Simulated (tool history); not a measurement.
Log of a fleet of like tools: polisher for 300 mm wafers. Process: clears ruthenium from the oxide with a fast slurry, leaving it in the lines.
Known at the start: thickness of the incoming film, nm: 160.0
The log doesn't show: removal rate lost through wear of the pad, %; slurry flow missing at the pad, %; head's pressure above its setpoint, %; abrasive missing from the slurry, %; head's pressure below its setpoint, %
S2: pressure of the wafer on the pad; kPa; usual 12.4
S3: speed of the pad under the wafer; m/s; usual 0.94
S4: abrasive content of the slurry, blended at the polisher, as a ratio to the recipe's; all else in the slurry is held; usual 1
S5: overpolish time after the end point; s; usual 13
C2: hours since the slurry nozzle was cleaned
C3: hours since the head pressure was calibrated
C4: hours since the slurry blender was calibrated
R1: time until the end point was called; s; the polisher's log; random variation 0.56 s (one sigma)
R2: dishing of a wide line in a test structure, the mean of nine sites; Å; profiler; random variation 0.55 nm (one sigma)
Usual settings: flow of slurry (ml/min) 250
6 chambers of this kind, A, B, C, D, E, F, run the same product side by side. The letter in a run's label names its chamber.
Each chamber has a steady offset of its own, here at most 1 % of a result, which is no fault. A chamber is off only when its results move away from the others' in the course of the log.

Run 1B, hour 4.6: usual settings; wafers polished on this pad 776; C2 162.7; C3 334.4; C4 8.9. Result: R1 63.122 s, R2 268.3 Å.
Run 2E, hour 12: usual settings; wafers polished on this pad 196; C2 229.5; C3 378.3; C4 28.1. Result: R1 63.655 s, R2 272.82 Å.
At hour 16: chamber B: worn pad replaced by a new one.
Run 3D, hour 17.4: usual settings; wafers polished on this pad 147; C2 458.4; C3 434.9; C4 163.8. Result: R1 63.021 s, R2 270.92 Å.
Run 4A, hour 23.3: usual settings; wafers polished on this pad 412; C2 404.1; C3 770.3; C4 229. Result: R1 61.992 s, R2 288.51 Å.
Run 5F, hour 31.2: usual settings but S5 10 s; wafers polished on this pad 759; C2 112.7; C3 384.1; C4 118.9. Result: R1 63.669 s, R2 216.54 Å.
Run 6C, hour 38.5: usual settings but S5 10 s; wafers polished on this pad 362; C2 172.2; C3 89.8; C4 139.1. Result: R1 63.775 s, R2 216.59 Å.
Run 7E, hour 47.2: usual settings but S5 10 s; wafers polished on this pad 444; C2 264.7; C3 413.5; C4 63.3. Result: R1 64.144 s, R2 219.22 Å.
At hour 48.1: chamber C: slurry blender recalibrated.
At hour 49.6: chamber A: worn pad replaced by a new one.
Run 8C, hour 54.6: usual settings but S5 10 s; wafers polished on this pad 476; C2 188.3; C3 105.9; C4 6.6. Result: R1 62.203 s, R2 221.18 Å.
At hour 60.3: chamber F: worn pad replaced by a new one.
Run 9B, hour 62.5: usual settings but S5 10 s; wafers polished on this pad 327; C2 220.6; C3 392.3; C4 66.8. Result: R1 62.702 s, R2 212.74 Å.
Run 10F, hour 67.5: usual settings but S5 10 s; wafers polished on this pad 51; C2 149; C3 420.4; C4 155.2. Result: R1 63.235 s, R2 215.56 Å.
Run 11D, hour 71.6: usual settings; wafers polished on this pad 528; C2 512.6; C3 489.1; C4 218. Result: R1 62.912 s, R2 273.51 Å.
Run 12A, hour 75.7: usual settings; wafers polished on this pad 184; C2 456.5; C3 822.7; C4 281.4. Result: R1 62.414 s, R2 276.07 Å.
Run 13A, hour 83.1: usual settings; wafers polished on this pad 236; C2 463.9; C3 830.1; C4 288.8. Result: R1 63.361 s, R2 272.23 Å.
Run 14D, hour 90.5: usual settings; wafers polished on this pad 662; C2 531.5; C3 508; C4 236.9. Result: R1 63.096 s, R2 272.54 Å.
Run 15E, hour 96.5: usual settings but S3 1.22 m/s; wafers polished on this pad 791; C2 314; C3 462.8; C4 112.6. Result: R1 47.896 s, R2 338.65 Å.
At hour 100.4: chamber C: worn pad replaced by a new one.
Run 16F, hour 103.4: usual settings but S3 1.22 m/s; wafers polished on this pad 303; C2 184.9; C3 456.3; C4 191.1. Result: R1 49.333 s, R2 337.79 Å.
Run 17C, hour 111.6: usual settings but S3 1.22 m/s; wafers polished on this pad 79; C2 245.3; C3 162.9; C4 63.6. Result: R1 47.875 s, R2 356.84 Å.
Run 18B, hour 119.5: usual settings but S3 1.22 m/s; wafers polished on this pad 728; C2 277.6; C3 449.3; C4 123.8. Result: R1 47.887 s, R2 348.83 Å.
Run 19C, hour 123.4: usual settings but S3 1.22 m/s; wafers polished on this pad 162; C2 257.1; C3 174.7; C4 75.4. Result: R1 48.44 s, R2 353.98 Å.
At hour 124.5: chamber B: worn pad replaced by a new one.
At hour 127.4: chamber D: slurry blender recalibrated.
At hour 129.2: chamber A: worn pad replaced by a new one.
Run 20B, hour 132.1: usual settings but S3 1.22 m/s; wafers polished on this pad 53; C2 290.2; C3 461.9; C4 136.4. Result: R1 48.444 s, R2 338.41 Å.
Run 21D, hour 139.3: usual settings; wafers polished on this pad 1005; C2 580.3; C3 556.8; C4 12. Result: R1 61.767 s, R2 284.77 Å.
Run 22E, hour 144.7: usual settings but S2 10.3 kPa, S5 7 s; wafers polished on this pad 1130; C2 362.2; C3 511; C4 160.8. Result: R1 76.729 s, R2 125.68 Å.
At hour 149.3: chamber D: slurry nozzle cleaned.
Run 23F, hour 152.6: usual settings but S2 10.3 kPa, S5 7 s; wafers polished on this pad 650; C2 234.1; C3 505.5; C4 240.3. Result: R1 76.486 s, R2 129.99 Å.
Run 24A, hour 159.3: usual settings but S2 10.3 kPa, S5 7 s; wafers polished on this pad 212; C2 540.1; C3 906.3; C4 365. Result: R1 75.103 s, R2 133.06 Å.
At hour 163: chamber E: slurry blender recalibrated.
Run 25D, hour 163.4: usual settings but S2 10.3 kPa, S5 7 s; wafers polished on this pad 1175; C2 14.2; C3 580.9; C4 36.1. Result: R1 71.745 s, R2 139.06 Å.
Run 26F, hour 168.9: usual settings but S2 10.3 kPa, S5 7 s; wafers polished on this pad 765; C2 250.4; C3 521.8; C4 256.6. Result: R1 76.541 s, R2 130.14 Å.
At hour 175.2: chamber D: worn pad replaced by a new one.
Run 27B, hour 175.3: usual settings but S2 10.3 kPa, S5 7 s; wafers polished on this pad 358; C2 333.4; C3 505.1; C4 179.6. Result: R1 75.2 s, R2 127.25 Å.
At hour 178.2: chamber F: slurry blender recalibrated.
Run 28E, hour 180.3: usual settings but flow of slurry (ml/min) 165; wafers polished on this pad 1381; C2 397.8; C3 546.6; C4 17.4. Result: R1 66.492 s, R2 249.41 Å.
Run 29A, hour 187.8: usual settings but flow of slurry (ml/min) 165; wafers polished on this pad 413; C2 568.6; C3 934.8; C4 393.5. Result: R1 65.893 s, R2 264.24 Å.
At hour 191.7: chamber C: worn pad replaced by a new one.
Run 30C, hour 195: usual settings but flow of slurry (ml/min) 165; wafers polished on this pad 23; C2 328.7; C3 246.3; C4 147. Result: R1 66.005 s, R2 262 Å.
At hour 202.3: chamber B: slurry blender recalibrated.
Run 31F, hour 202.9: usual settings but flow of slurry (ml/min) 165; wafers polished on this pad 1004; C2 284.4; C3 555.8; C4 24.7. Result: R1 66.358 s, R2 261.03 Å.
At hour 204.7: chamber F: worn pad replaced by a new one.
At hour 207.2: chamber C: slurry blender recalibrated.
Run 32A, hour 207.2: usual settings but flow of slurry (ml/min) 165; wafers polished on this pad 549; C2 588; C3 954.2; C4 412.9. Result: R1 66.147 s, R2 264.61 Å.
At hour 209.1: chamber F: head pressure recalibrated.
At hour 213.5: chamber A: worn pad replaced by a new one.
Run 33C, hour 214.3: usual settings but flow of slurry (ml/min) 165; wafers polished on this pad 159; C2 348; C3 265.6; C4 7.2. Result: R1 66.234 s, R2 259.74 Å.
At hour 217.4: chamber E: worn pad replaced by a new one.
Run 34D, hour 220.2: usual settings; wafers polished on this pad 316; C2 71; C3 637.7; C4 92.9. Result: R1 59.639 s, R2 296.35 Å.
At hour 220.8: chamber A: head pressure recalibrated.
At hour 224: chamber B: worn pad replaced by a new one.
Run 35B, hour 226.1: usual settings; wafers polished on this pad 14; C2 384.2; C3 555.9; C4 23.9. Result: R1 63.243 s, R2 272.89 Å.
Run 36E, hour 230.1: usual settings but flow of slurry (ml/min) 215, S3 1.06 m/s; wafers polished on this pad 89; C2 447.6; C3 596.4; C4 67.2. Result: R1 57.177 s, R2 304.82 Å.
Run 37B, hour 234.9: usual settings but flow of slurry (ml/min) 215, S3 1.06 m/s; wafers polished on this pad 76; C2 393; C3 564.7; C4 32.7. Result: R1 56.275 s, R2 301.68 Å.
Run 38D, hour 241.9: usual settings but flow of slurry (ml/min) 215, S3 1.06 m/s; wafers polished on this pad 469; C2 92.7; C3 659.4; C4 114.6. Result: R1 52.709 s, R2 319.38 Å.
At hour 242.4: chamber A: slurry blender recalibrated.
Run 39A, hour 248.1: usual settings but flow of slurry (ml/min) 215, S3 1.06 m/s; wafers polished on this pad 244; C2 628.9; C3 27.4; C4 5.7. Result: R1 56.766 s, R2 309.99 Å.
Run 40F, hour 253.3: usual settings but flow of slurry (ml/min) 215, S3 1.06 m/s; wafers polished on this pad 342; C2 334.8; C3 44.3; C4 75.1. Result: R1 56.902 s, R2 302.44 Å.
Run 41C, hour 258.5: usual settings but flow of slurry (ml/min) 215, S3 1.06 m/s; wafers polished on this pad 470; C2 392.2; C3 309.8; C4 51.4. Result: R1 56.736 s, R2 314.62 Å.
Run 42E, hour 264.5: usual settings but flow of slurry (ml/min) 165, S4 1.1; wafers polished on this pad 332; C2 482; C3 630.8; C4 101.6. Result: R1 64.458 s, R2 262.02 Å.

Is one chamber off against the others, does the gauge drift, or is nothing wrong? If a chamber is off, say which, and what the likeliest cause is.

Chamber D drifts away from the others.
Cause: head's pressure above its setpoint, % = 9.2.

Here are 4 candidates for chamber D's next run, each the usual settings with a change, their results left as question marks. Which one brings its results back in line with what the others give on the usual settings?
In line means no further than this from the other chambers' mean on the usual settings: R1 2 s; R2 19 Å
Run 43D-1, hour 270.8: usual settings but S2 11.7 kPa, S3 0.86 m/s, S4 0.95. Result: R1 ?, R2 ?.
Run 43D-2, hour 270.8: usual settings but S2 11.7 kPa, S3 0.92 m/s. Result: R1 ?, R2 ?.
Run 43D-3, hour 270.8: usual settings but S2 13.1 kPa, S3 0.98 m/s. Result: R1 ?, R2 ?.
Run 43D-4, hour 270.8: usual settings but S2 13.1 kPa, S3 1.02 m/s, S4 1.05. Result: R1 ?, R2 ?.

The other chambers' mean on the usual settings: R1 63.094 s; R2 274.88 Å
  run      R1      R2
43D-1  68.635  254.96
43D-2  62.723  276.97
43D-3  52.788  323.91
43D-4  49.645  342.25
43D-2 brings the chamber back in line.
